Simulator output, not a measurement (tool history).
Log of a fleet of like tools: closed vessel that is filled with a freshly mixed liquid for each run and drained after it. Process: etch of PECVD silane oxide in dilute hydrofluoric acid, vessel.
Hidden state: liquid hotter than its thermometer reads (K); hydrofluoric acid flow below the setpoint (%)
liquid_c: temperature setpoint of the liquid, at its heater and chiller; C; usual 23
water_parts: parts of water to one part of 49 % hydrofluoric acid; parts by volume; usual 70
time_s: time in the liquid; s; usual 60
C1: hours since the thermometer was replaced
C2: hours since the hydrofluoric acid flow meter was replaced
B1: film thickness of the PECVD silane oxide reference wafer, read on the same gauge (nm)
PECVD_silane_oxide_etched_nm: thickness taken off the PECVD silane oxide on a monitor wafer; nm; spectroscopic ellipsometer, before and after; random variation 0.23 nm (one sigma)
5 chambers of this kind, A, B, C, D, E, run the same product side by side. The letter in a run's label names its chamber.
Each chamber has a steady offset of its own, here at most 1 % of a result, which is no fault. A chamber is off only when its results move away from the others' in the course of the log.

{"run": "1C", "hour": 6.4, "liquid_c": 23, "water_parts": 70, "time_s": 60, "C1": 1795.1, "C2": 313.8, "B1": 60.048, "PECVD_silane_oxide_etched_nm": 37.035}
{"run": "2A", "hour": 13.3, "liquid_c": 23, "water_parts": 70, "time_s": 60, "C1": 524.1, "C2": 306.4, "B1": 60.012, "PECVD_silane_oxide_etched_nm": 37.162}
{"run": "3B", "hour": 21.2, "liquid_c": 23, "water_parts": 70, "time_s": 60, "C1": 396.2, "C2": 941.5, "B1": 60.005, "PECVD_silane_oxide_etched_nm": 37.148}
{"run": "4D", "hour": 25.3, "liquid_c": 23, "water_parts": 70, "time_s": 60, "C1": 349, "C2": 1957.4, "B1": 60.023, "PECVD_silane_oxide_etched_nm": 37.138}
{"run": "5E", "hour": 32.8, "liquid_c": 21.5, "water_parts": 70, "time_s": 60, "C1": 876.3, "C2": 958.9, "B1": 60.007, "PECVD_silane_oxide_etched_nm": 35.214}
{"run": "6D", "hour": 41.0, "liquid_c": 21.5, "water_parts": 70, "time_s": 60, "C1": 364.7, "C2": 1973.1, "B1": 60.02, "PECVD_silane_oxide_etched_nm": 34.845}
{"run": "7A", "hour": 45.5, "liquid_c": 21.5, "water_parts": 70, "time_s": 60, "C1": 556.3, "C2": 338.6, "B1": 60.006, "PECVD_silane_oxide_etched_nm": 35.366}
{"run": "8B", "hour": 51.5, "liquid_c": 21.5, "water_parts": 70, "time_s": 60, "C1": 426.5, "C2": 971.8, "B1": 60, "PECVD_silane_oxide_etched_nm": 34.977}
{"run": "9E", "hour": 59.8, "liquid_c": 21.5, "water_parts": 70, "time_s": 60, "C1": 903.3, "C2": 985.9, "B1": 60.016, "PECVD_silane_oxide_etched_nm": 35.059}
{"run": "10C", "hour": 65.0, "liquid_c": 23, "water_parts": 70, "time_s": 30, "C1": 1853.7, "C2": 372.4, "B1": 59.998, "PECVD_silane_oxide_etched_nm": 18.537}
{"run": "11B", "hour": 69.3, "liquid_c": 23, "water_parts": 70, "time_s": 30, "C1": 444.3, "C2": 989.6, "B1": 59.967, "PECVD_silane_oxide_etched_nm": 18.738}
{"run": "12A", "hour": 73.3, "liquid_c": 23, "water_parts": 70, "time_s": 30, "C1": 584.1, "C2": 366.4, "B1": 59.981, "PECVD_silane_oxide_etched_nm": 18.523}
{"run": "13D", "hour": 80.0, "liquid_c": 23, "water_parts": 70, "time_s": 30, "C1": 403.7, "C2": 2012.1, "B1": 59.997, "PECVD_silane_oxide_etched_nm": 18.66}
{"run": "14E", "hour": 86.4, "liquid_c": 23, "water_parts": 70, "time_s": 30, "C1": 929.9, "C2": 1012.5, "B1": 59.971, "PECVD_silane_oxide_etched_nm": 18.574}
{"hour": 92.4, "done": "chamber C: thermometer replaced"}
{"run": "15C", "hour": 93.3, "liquid_c": 23, "water_parts": 70, "time_s": 60, "C1": 1, "C2": 400.7, "B1": 59.981, "PECVD_silane_oxide_etched_nm": 37.147}
{"run": "16C", "hour": 100.1, "liquid_c": 21, "water_parts": 55, "time_s": 60, "C1": 7.8, "C2": 407.5, "B1": 60.021, "PECVD_silane_oxide_etched_nm": 44.492}
{"run": "17A", "hour": 108.1, "liquid_c": 21, "water_parts": 55, "time_s": 60, "C1": 618.9, "C2": 401.2, "B1": 60.021, "PECVD_silane_oxide_etched_nm": 44.113}
{"run": "18E", "hour": 114.9, "liquid_c": 21, "water_parts": 55, "time_s": 60, "C1": 958.4, "C2": 1041, "B1": 59.964, "PECVD_silane_oxide_etched_nm": 44.313}
{"run": "19D", "hour": 119.1, "liquid_c": 21, "water_parts": 55, "time_s": 60, "C1": 442.8, "C2": 2051.2, "B1": 59.977, "PECVD_silane_oxide_etched_nm": 44.462}
{"run": "20B", "hour": 125.2, "liquid_c": 21, "water_parts": 55, "time_s": 60, "C1": 500.2, "C2": 1045.5, "B1": 60.007, "PECVD_silane_oxide_etched_nm": 45.601}
{"run": "21D", "hour": 132.8, "liquid_c": 23, "water_parts": 70, "time_s": 60, "C1": 456.5, "C2": 2064.9, "B1": 59.953, "PECVD_silane_oxide_etched_nm": 37.019}
{"run": "22C", "hour": 137.1, "liquid_c": 23, "water_parts": 70, "time_s": 60, "C1": 44.8, "C2": 444.5, "B1": 60.013, "PECVD_silane_oxide_etched_nm": 37.056}
{"run": "23A", "hour": 143.3, "liquid_c": 23, "water_parts": 70, "time_s": 60, "C1": 654.1, "C2": 436.4, "B1": 60.001, "PECVD_silane_oxide_etched_nm": 37.454}
{"run": "24B", "hour": 151.0, "liquid_c": 23, "water_parts": 70, "time_s": 60, "C1": 526, "C2": 1071.3, "B1": 60.036, "PECVD_silane_oxide_etched_nm": 38.55}
{"run": "25E", "hour": 158.2, "liquid_c": 23, "water_parts": 70, "time_s": 60, "C1": 1001.7, "C2": 1084.3, "B1": 59.989, "PECVD_silane_oxide_etched_nm": 37.021}
{"run": "26C", "hour": 165.0, "liquid_c": 23, "water_parts": 70, "time_s": 60, "C1": 72.7, "C2": 472.4, "B1": 59.977, "PECVD_silane_oxide_etched_nm": 37.224}
{"run": "27A", "hour": 170.7, "liquid_c": 23, "water_parts": 70, "time_s": 60, "C1": 681.5, "C2": 463.8, "B1": 59.974, "PECVD_silane_oxide_etched_nm": 37.189}
{"run": "28E", "hour": 178.4, "liquid_c": 23, "water_parts": 70, "time_s": 60, "C1": 1021.9, "C2": 1104.5, "B1": 59.973, "PECVD_silane_oxide_etched_nm": 36.877}
{"run": "29D", "hour": 185.7, "liquid_c": 23, "water_parts": 70, "time_s": 60, "C1": 509.4, "C2": 2117.8, "B1": 59.983, "PECVD_silane_oxide_etched_nm": 37.576}
{"run": "30B", "hour": 191.4, "liquid_c": 23, "water_parts": 70, "time_s": 60, "C1": 566.4, "C2": 1111.7, "B1": 60.031, "PECVD_silane_oxide_etched_nm": 39.618}
{"run": "31E", "hour": 196.5, "liquid_c": 23, "water_parts": 70, "time_s": 60, "C1": 1040, "C2": 1122.6, "B1": 60.017, "PECVD_silane_oxide_etched_nm": 37.232}
{"run": "32D", "hour": 200.2, "liquid_c": 23, "water_parts": 70, "time_s": 60, "C1": 523.9, "C2": 2132.3, "B1": 60.029, "PECVD_silane_oxide_etched_nm": 37.05}
{"run": "33A", "hour": 204.0, "liquid_c": 23, "water_parts": 70, "time_s": 60, "C1": 714.8, "C2": 497.1, "B1": 60.017, "PECVD_silane_oxide_etched_nm": 37.242}
{"run": "34C", "hour": 209.8, "liquid_c": 23, "water_parts": 70, "time_s": 60, "C1": 117.5, "C2": 517.2, "B1": 60.009, "PECVD_silane_oxide_etched_nm": 37.107}

Next, every chamber runs the same settings. What will each give?
{"run": "35A", "hour": 216.0, "liquid_c": 23, "water_parts": 70, "time_s": 60, "PECVD_silane_oxide_etched_nm": "?"}
{"run": "35B", "hour": 216.0, "liquid_c": 23, "water_parts": 70, "time_s": 60, "PECVD_silane_oxide_etched_nm": "?"}
{"run": "35C", "hour": 216.0, "liquid_c": 23, "water_parts": 70, "time_s": 60, "PECVD_silane_oxide_etched_nm": "?"}
{"run": "35D", "hour": 216.0, "liquid_c": 23, "water_parts": 70, "time_s": 60, "PECVD_silane_oxide_etched_nm": "?"}
{"run": "35E", "hour": 216.0, "liquid_c": 23, "water_parts": 70, "time_s": 60, "PECVD_silane_oxide_etched_nm": "?"}

run=35A PECVD_silane_oxide_etched_nm=37.319
run=35B PECVD_silane_oxide_etched_nm=39.973
run=35C PECVD_silane_oxide_etched_nm=37.442
run=35D PECVD_silane_oxide_etched_nm=37.646
run=35E PECVD_silane_oxide_etched_nm=37.024

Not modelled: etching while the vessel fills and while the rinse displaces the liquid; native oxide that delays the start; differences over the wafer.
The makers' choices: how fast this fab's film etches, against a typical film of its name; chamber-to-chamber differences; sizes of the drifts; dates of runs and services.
